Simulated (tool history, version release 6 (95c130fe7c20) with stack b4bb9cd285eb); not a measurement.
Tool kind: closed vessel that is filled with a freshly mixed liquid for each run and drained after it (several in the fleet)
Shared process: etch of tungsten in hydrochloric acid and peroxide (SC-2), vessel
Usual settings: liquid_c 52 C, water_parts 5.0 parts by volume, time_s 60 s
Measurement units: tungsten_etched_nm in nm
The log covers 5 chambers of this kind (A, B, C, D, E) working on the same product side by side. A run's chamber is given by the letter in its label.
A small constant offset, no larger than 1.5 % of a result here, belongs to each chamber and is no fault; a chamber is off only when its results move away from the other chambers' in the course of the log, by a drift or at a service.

run,hour,liquid_c,water_parts,time_s,hours since the thermometer was replaced,hours since the chemicals flow meter was replaced,hours since the drum of peroxide was connected,"read-back film thickness of the tungsten reference wafer, read on the same gauge (nm)",tungsten_etched_nm
1C,11.8,52,5.0,60,904.6,1080.9,358.8,70.006,26.002
2B,17.8,52,5.0,60,1077.6,126.7,318.3,70.014,26.313
3D,26.5,52,5.0,60,1420.1,1075.8,465.5,70.008,26.494
4E,37.3,52,5.0,60,552.3,1184.4,557.7,69.984,26.590
5A,44.0,52,5.0,60,893.4,1051.4,154.5,70.014,26.379
6E,49.3,52,5.0,60,564.3,1196.4,569.7,69.980,26.555
7A,56.5,52,5.0,60,905.9,1063.9,167.0,69.983,26.224
# hour 65.2: chamber E: new drum of peroxide connected
8D,68.0,52,5.0,60,1461.6,1117.3,507.0,69.986,26.514
9C,78.7,52,5.0,60,971.5,1147.8,425.7,70.024,25.748
10B,85.7,52,5.0,60,1145.5,194.6,386.2,69.986,26.697
11B,92.9,52,5.0,60,1152.7,201.8,393.4,69.978,26.216
12E,101.8,52,5.0,60,616.8,1248.9,36.7,69.990,26.726
13D,111.1,52,5.0,60,1504.7,1160.4,550.1,70.005,26.170
14C,117.1,52,5.0,60,1009.9,1186.2,464.1,69.986,26.191
15A,127.6,52,5.5,40,977.0,1135.0,238.1,70.010,15.927
16D,138.2,52,5.5,40,1531.8,1187.5,577.2,70.013,16.398
17C,146.3,52,5.5,40,1039.1,1215.4,493.3,69.975,16.281
18E,158.1,52,5.5,40,673.1,1305.2,93.0,70.007,16.579
19A,166.4,52,5.5,40,1015.8,1173.8,276.9,70.020,16.056
20B,175.5,52,4.0,60,1235.3,284.4,476.0,70.029,31.156
21E,183.6,52,4.0,60,698.6,1330.7,118.5,69.999,31.396
22D,193.7,52,4.0,60,1587.3,1243.0,632.7,70.012,31.104
23C,201.0,52,4.0,60,1093.8,1270.1,548.0,70.015,30.835
24A,206.9,52,4.0,60,1056.3,1214.3,317.4,70.004,29.575
25B,213.7,52,5.0,60,1273.5,322.6,514.2,69.983,26.351
26D,221.3,52,5.0,60,1614.9,1270.6,660.3,70.005,26.574
# hour 227.8: chamber C: thermometer replaced
27B,229.0,52,5.0,60,1288.8,337.9,529.5,70.010,26.445
28A,240.1,52,5.0,60,1089.5,1247.5,350.6,69.999,25.329
29C,252.1,52,5.0,60,24.3,1321.2,599.1,70.007,26.020
30E,261.0,52,4.0,60,776.0,1408.1,195.9,69.978,31.155
31A,273.1,52,4.0,60,1122.5,1280.5,383.6,70.015,29.077
32B,285.5,52,4.0,60,1345.3,394.4,586.0,70.018,30.712
33E,291.5,52,4.0,60,806.5,1438.6,226.4,69.987,30.994
34D,299.6,52,4.0,60,1693.2,1348.9,738.6,70.018,31.276
35C,308.7,52,5.0,60,80.9,1377.8,655.7,70.002,26.318
# hour 309.9: chamber D: chemicals flow meter replaced
36A,319.2,52,5.0,60,1168.6,1326.6,429.7,70.016,24.224
37D,330.9,52,5.0,60,1724.5,21.1,769.9,70.015,25.998

All chambers now run identical settings, listed one chamber a line with results as question marks. What results will each chamber show?
38A,339.8,52,5.0,60,,,,,?
38B,339.8,52,5.0,60,,,,,?
38C,339.8,52,5.0,60,,,,,?
38D,339.8,52,5.0,60,,,,,?
38E,339.8,52,5.0,60,,,,,?

run,tungsten_etched_nm
38A,24.511
38B,26.465
38C,26.022
38D,26.481
38E,26.504
